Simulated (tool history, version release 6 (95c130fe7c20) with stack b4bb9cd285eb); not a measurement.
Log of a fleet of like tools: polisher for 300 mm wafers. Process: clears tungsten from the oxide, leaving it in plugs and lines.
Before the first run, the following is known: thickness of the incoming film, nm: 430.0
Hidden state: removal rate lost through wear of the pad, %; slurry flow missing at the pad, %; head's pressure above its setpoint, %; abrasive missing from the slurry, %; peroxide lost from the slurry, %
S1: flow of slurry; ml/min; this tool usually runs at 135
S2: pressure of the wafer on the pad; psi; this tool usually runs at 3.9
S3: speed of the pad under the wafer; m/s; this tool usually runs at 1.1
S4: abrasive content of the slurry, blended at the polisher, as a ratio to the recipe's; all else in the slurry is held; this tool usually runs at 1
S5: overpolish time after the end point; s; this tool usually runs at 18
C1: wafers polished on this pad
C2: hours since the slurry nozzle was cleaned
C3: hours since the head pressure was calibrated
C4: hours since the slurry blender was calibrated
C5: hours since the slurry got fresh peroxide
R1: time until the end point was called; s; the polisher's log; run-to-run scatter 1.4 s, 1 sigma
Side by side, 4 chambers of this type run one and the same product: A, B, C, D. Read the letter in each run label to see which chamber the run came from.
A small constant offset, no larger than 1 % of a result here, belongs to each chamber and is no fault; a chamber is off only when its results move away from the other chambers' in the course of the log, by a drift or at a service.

At hour 0.7: chamber A: slurry tank refilled with fresh slurry and peroxide.
At hour 1.7: chamber B: slurry blender recalibrated.
At hour 6.7: chamber B: worn pad replaced by a new one.
Run 1C, hour 7: usual settings; C1 77; C2 181.5; C3 155.4; C4 203.6; C5 11.6. Result: R1 75.194 s.
At hour 9.3: chamber D: slurry tank refilled with fresh slurry and peroxide.
Run 2D, hour 17.6: usual settings; C1 284; C2 177.7; C3 869.6; C4 221.3; C5 8.4. Result: R1 75.694 s.
Run 3A, hour 28.1: usual settings; C1 466; C2 180.4; C3 384.8; C4 309.6; C5 27.4. Result: R1 76.055 s.
At hour 37: chamber A: head pressure recalibrated.
Run 4B, hour 39.4: usual settings; C1 306; C2 299; C3 573.7; C4 37.7; C5 60.5. Result: R1 73.501 s.
At hour 41.7: chamber D: head pressure recalibrated.
Run 5B, hour 50.6: usual settings; C1 411; C2 310.2; C3 584.9; C4 48.9; C5 71.7. Result: R1 76.54 s.
Run 6A, hour 58.3: usual settings; C1 748; C2 210.6; C3 21.3; C4 339.8; C5 57.6. Result: R1 75.456 s.
At hour 58.4: chamber D: slurry nozzle cleaned.
At hour 62.5: chamber A: worn pad replaced by a new one.
Run 7D, hour 69.5: usual settings; C1 770; C2 11.2; C3 27.9; C4 273.2; C5 60.3. Result: R1 76.299 s.
Run 8C, hour 82.5: usual settings; C1 783; C2 257; C3 230.9; C4 279.1; C5 87.1. Result: R1 76.46 s.
At hour 83.5: chamber C: slurry blender recalibrated.
At hour 94.7: chamber B: slurry tank refilled with fresh slurry and peroxide.
Run 9B, hour 96.1: usual settings; C1 836; C2 355.7; C3 630.4; C4 94.4; C5 1.4. Result: R1 78.253 s.
At hour 106.1: chamber D: worn pad replaced by a new one.
Run 10D, hour 110.6: usual settings; C1 42; C2 52.3; C3 69; C4 314.3; C5 101.4. Result: R1 75.562 s.
At hour 116.6: chamber C: slurry tank refilled with fresh slurry and peroxide.
At hour 118.2: chamber C: worn pad replaced by a new one.
Run 11A, hour 121.4: usual settings; C1 551; C2 273.7; C3 84.4; C4 402.9; C5 120.7. Result: R1 74.846 s.
At hour 127.8: chamber B: worn pad replaced by a new one.
At hour 133.3: chamber A: worn pad replaced by a new one.
Run 12C, hour 133.6: usual settings; C1 144; C2 308.1; C3 282; C4 50.1; C5 17. Result: R1 76.581 s.
At hour 136: chamber D: slurry blender recalibrated.
Run 13B, hour 142: usual settings; C1 133; C2 401.6; C3 676.3; C4 140.3; C5 47.3. Result: R1 75.814 s.
Run 14C, hour 150.3: usual settings; C1 300; C2 324.8; C3 298.7; C4 66.8; C5 33.7. Result: R1 73.941 s.
At hour 164.5: chamber D: slurry tank refilled with fresh slurry and peroxide.
Run 15D, hour 164.9: usual settings; C1 550; C2 106.6; C3 123.3; C4 28.9; C5 0.5. Result: R1 78.261 s.
At hour 173.5: chamber A: slurry tank refilled with fresh slurry and peroxide.
Run 16A, hour 177.3: usual settings; C1 411; C2 329.6; C3 140.3; C4 458.8; C5 3.8. Result: R1 76.447 s.
Run 17B, hour 185.9: usual settings; C1 543; C2 445.5; C3 720.2; C4 184.2; C5 91.2. Result: R1 73.548 s.
At hour 193.5: chamber B: slurry blender recalibrated.
Run 18D, hour 194.2: usual settings; C1 824; C2 135.9; C3 152.6; C4 58.2; C5 29.8. Result: R1 74.58 s.
At hour 206.3: chamber A: slurry blender recalibrated.
Run 19A, hour 206.8: usual settings; C1 687; C2 359.1; C3 169.8; C4 0.5; C5 33.3. Result: R1 74.893 s.
At hour 208.2: chamber B: slurry tank refilled with fresh slurry and peroxide.
Run 20C, hour 218.5: usual settings; C1 938; C2 393; C3 366.9; C4 135; C5 101.9. Result: R1 71.307 s.
At hour 223.2: chamber B: worn pad replaced by a new one.
At hour 224.4: chamber A: worn pad replaced by a new one.
Run 21A, hour 227.2: usual settings; C1 27; C2 379.5; C3 190.2; C4 20.9; C5 53.7. Result: R1 77.243 s.
At hour 233.1: chamber C: slurry tank refilled with fresh slurry and peroxide.
At hour 234: chamber C: worn pad replaced by a new one.
Run 22B, hour 239.6: usual settings; C1 154; C2 499.2; C3 773.9; C4 46.1; C5 31.5. Result: R1 76.311 s.
At hour 251.3: chamber D: worn pad replaced by a new one.
Run 23C, hour 252: usual settings; C1 168; C2 426.5; C3 400.4; C4 168.5; C5 18.9. Result: R1 74.775 s.
Run 24D, hour 264.7: usual settings but S2 5.1 psi, S5 27 s; C1 125; C2 206.4; C3 223.1; C4 128.7; C5 100.3. Result: R1 56.58 s.
At hour 268.1: chamber D: slurry nozzle cleaned.
Run 25C, hour 276.2: usual settings but S2 5.1 psi, S5 27 s; C1 395; C2 450.7; C3 424.6; C4 192.7; C5 43.1. Result: R1 56.804 s.
Run 26B, hour 284.7: usual settings but S2 5.1 psi, S5 27 s; C1 576; C2 544.3; C3 819; C4 91.2; C5 76.6. Result: R1 57.622 s.
Run 27D, hour 298.7: usual settings but S2 5.1 psi, S5 27 s; C1 443; C2 30.6; C3 257.1; C4 162.7; C5 134.3. Result: R1 56.109 s.
At hour 299.1: chamber A: worn pad replaced by a new one.
Run 28A, hour 306.3: usual settings but S1 180 ml/min, S3 0.74 m/s; C1 67; C2 458.6; C3 269.3; C4 100; C5 132.8. Result: R1 107.26 s.
At hour 319: chamber B: worn pad replaced by a new one.
Run 29C, hour 319.4: usual settings but S1 180 ml/min, S3 0.74 m/s; C1 799; C2 493.9; C3 467.8; C4 235.9; C5 86.3. Result: R1 107.4 s.
At hour 321.2: chamber D: slurry tank refilled with fresh slurry and peroxide.
At hour 330.8: chamber B: slurry tank refilled with fresh slurry and peroxide.
Run 30A, hour 331.5: usual settings but S1 180 ml/min, S3 0.74 m/s; C1 303; C2 483.8; C3 294.5; C4 125.2; C5 158. Result: R1 105.11 s.
At hour 335.1: chamber A: slurry tank refilled with fresh slurry and peroxide.
Run 31D, hour 338.7: usual settings but S1 180 ml/min, S3 0.74 m/s; C1 817; C2 70.6; C3 297.1; C4 202.7; C5 17.5. Result: R1 105.26 s.
At hour 345.6: chamber C: slurry tank refilled with fresh slurry and peroxide.
At hour 349.9: chamber B: head pressure recalibrated.
Run 32B, hour 350.9: usual settings but S4 0.75; C1 299; C2 610.5; C3 1.1; C4 157.4; C5 20.2. Result: R1 80.133 s.
At hour 361.5: chamber C: worn pad replaced by a new one.
Run 33C, hour 363: usual settings but S4 0.75; C1 14; C2 537.5; C3 511.4; C4 279.5; C5 17.5. Result: R1 77.892 s.
At hour 369: chamber A: worn pad replaced by a new one.
At hour 373.8: chamber A: slurry nozzle cleaned.
Run 34B, hour 377.1: usual settings but S4 0.75; C1 544; C2 636.7; C3 27.3; C4 183.6; C5 46.4. Result: R1 80.769 s.
Run 35A, hour 385.5: usual settings but S4 0.75; C1 154; C2 11.8; C3 348.5; C4 179.2; C5 50.5. Result: R1 81.759 s.
Run 36D, hour 395.9: usual settings; C1 1352; C2 127.8; C3 354.3; C4 259.9; C5 74.7. Result: R1 74.67 s.

All chambers now run identical settings, listed one chamber a line with results as question marks. What results will each chamber show?
Run 37A, hour 406.4: usual settings. Result: R1 ?.
Run 37B, hour 406.4: usual settings. Result: R1 ?.
Run 37C, hour 406.4: usual settings. Result: R1 ?.
Run 37D, hour 406.4: usual settings. Result: R1 ?.

run      R1
37A  74.924
37B  76.819
37C  75.418
37D  74.129
